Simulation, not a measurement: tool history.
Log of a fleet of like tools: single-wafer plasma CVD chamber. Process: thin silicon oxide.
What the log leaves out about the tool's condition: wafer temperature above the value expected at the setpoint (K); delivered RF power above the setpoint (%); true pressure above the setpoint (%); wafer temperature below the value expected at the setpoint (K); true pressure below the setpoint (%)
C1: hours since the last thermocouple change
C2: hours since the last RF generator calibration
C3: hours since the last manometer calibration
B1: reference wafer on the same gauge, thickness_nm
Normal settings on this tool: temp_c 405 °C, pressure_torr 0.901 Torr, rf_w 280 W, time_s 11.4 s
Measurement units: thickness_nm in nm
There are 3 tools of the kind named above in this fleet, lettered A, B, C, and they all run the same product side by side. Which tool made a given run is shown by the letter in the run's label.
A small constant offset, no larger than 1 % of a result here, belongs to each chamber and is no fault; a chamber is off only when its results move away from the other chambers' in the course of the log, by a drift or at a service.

run 1A hour=3.2 | temp_c=405 pressure_torr=0.901 rf_w=280 time_s=11.4 | C1=128.7 C2=2304.6 C3=1125.1 | B1=23.208 | thickness_nm=22.509
run 2B hour=5.6 | temp_c=405 pressure_torr=0.901 rf_w=280 time_s=11.4 | C1=1784.9 C2=575.8 C3=943.5 | B1=23.194 | thickness_nm=22.363
run 3C hour=9.2 | temp_c=405 pressure_torr=0.901 rf_w=280 time_s=11.4 | C1=517.2 C2=274.7 C3=93.6 | B1=23.206 | thickness_nm=22.384
run 4A hour=12.5 | temp_c=405 pressure_torr=0.901 rf_w=280 time_s=11.4 | C1=138.0 C2=2313.9 C3=1134.4 | B1=23.211 | thickness_nm=22.566
run 5B hour=16.1 | temp_c=415 pressure_torr=0.901 rf_w=250 time_s=11.4 | C1=1795.4 C2=586.3 C3=954.0 | B1=23.179 | thickness_nm=21.028
run 6C hour=21.1 | temp_c=415 pressure_torr=0.901 rf_w=250 time_s=11.4 | C1=529.1 C2=286.6 C3=105.5 | B1=23.210 | thickness_nm=21.233
run 7C hour=25.2 | temp_c=415 pressure_torr=0.901 rf_w=250 time_s=11.4 | C1=533.2 C2=290.7 C3=109.6 | B1=23.199 | thickness_nm=21.299
run 8A hour=27.9 | temp_c=405 pressure_torr=0.901 rf_w=280 time_s=11.4 | C1=153.4 C2=2329.3 C3=1149.8 | B1=23.180 | thickness_nm=22.386
run 9B hour=32.3 | temp_c=405 pressure_torr=0.819 rf_w=280 time_s=12.1 | C1=1811.6 C2=602.5 C3=970.2 | B1=23.209 | thickness_nm=21.793
run 10A hour=37.1 | temp_c=405 pressure_torr=0.819 rf_w=280 time_s=12.1 | C1=162.6 C2=2338.5 C3=1159.0 | B1=23.210 | thickness_nm=22.087
run 11C hour=42.0 | temp_c=405 pressure_torr=0.819 rf_w=280 time_s=12.1 | C1=550.0 C2=307.5 C3=126.4 | B1=23.200 | thickness_nm=21.963
run 12B hour=45.8 | temp_c=416 pressure_torr=0.901 rf_w=280 time_s=11.4 | C1=1825.1 C2=616.0 C3=983.7 | B1=23.185 | thickness_nm=22.180
run 13B hour=50.0 | temp_c=416 pressure_torr=0.901 rf_w=280 time_s=11.4 | C1=1829.3 C2=620.2 C3=987.9 | B1=23.192 | thickness_nm=22.146
run 14C hour=54.2 | temp_c=416 pressure_torr=0.901 rf_w=280 time_s=11.4 | C1=562.2 C2=319.7 C3=138.6 | B1=23.216 | thickness_nm=22.364
run 15A hour=57.8 | temp_c=405 pressure_torr=0.901 rf_w=280 time_s=11.4 | C1=183.3 C2=2359.2 C3=1179.7 | B1=23.214 | thickness_nm=22.598
run 16B hour=61.6 | temp_c=405 pressure_torr=0.901 rf_w=280 time_s=11.4 | C1=1840.9 C2=631.8 C3=999.5 | B1=23.198 | thickness_nm=22.356
run 17A hour=65.4 | temp_c=405 pressure_torr=0.711 rf_w=245 time_s=11.4 | C1=190.9 C2=2366.8 C3=1187.3 | B1=23.204 | thickness_nm=17.249
run 18C hour=67.9 | temp_c=405 pressure_torr=0.711 rf_w=245 time_s=11.4 | C1=575.9 C2=333.4 C3=152.3 | B1=23.202 | thickness_nm=16.970
run 19B hour=72.6 | temp_c=405 pressure_torr=0.711 rf_w=245 time_s=11.4 | C1=1851.9 C2=642.8 C3=1010.5 | B1=23.186 | thickness_nm=16.922
run 20C hour=76.6 | temp_c=405 pressure_torr=0.901 rf_w=280 time_s=11.4 | C1=584.6 C2=342.1 C3=161.0 | B1=23.203 | thickness_nm=22.498
run 21A hour=79.0 | temp_c=392 pressure_torr=0.901 rf_w=280 time_s=11.4 | C1=204.5 C2=2380.4 C3=1200.9 | B1=23.209 | thickness_nm=22.935
run 22C hour=81.5 | temp_c=392 pressure_torr=0.901 rf_w=280 time_s=11.4 | C1=589.5 C2=347.0 C3=165.9 | B1=23.194 | thickness_nm=22.699
run 23B hour=85.4 | temp_c=392 pressure_torr=0.901 rf_w=280 time_s=11.4 | C1=1864.7 C2=655.6 C3=1023.3 | B1=23.190 | thickness_nm=22.599
run 24A hour=88.9 | temp_c=405 pressure_torr=0.901 rf_w=280 time_s=11.4 | C1=214.4 C2=2390.3 C3=1210.8 | B1=23.200 | thickness_nm=22.444
run 25A hour=91.6 | temp_c=405 pressure_torr=0.901 rf_w=280 time_s=11.4 | C1=217.1 C2=2393.0 C3=1213.5 | B1=23.185 | thickness_nm=22.554

Each of the 3 chambers runs these same settings next. Fill in every chamber's results:
run 26A hour=95.5 | temp_c=405 pressure_torr=0.901 rf_w=280 time_s=11.4 | thickness_nm=?
run 26B hour=95.5 | temp_c=405 pressure_torr=0.901 rf_w=280 time_s=11.4 | thickness_nm=?
run 26C hour=95.5 | temp_c=405 pressure_torr=0.901 rf_w=280 time_s=11.4 | thickness_nm=?

run=26A thickness_nm=22.482
run=26B thickness_nm=22.251
run=26C thickness_nm=22.463
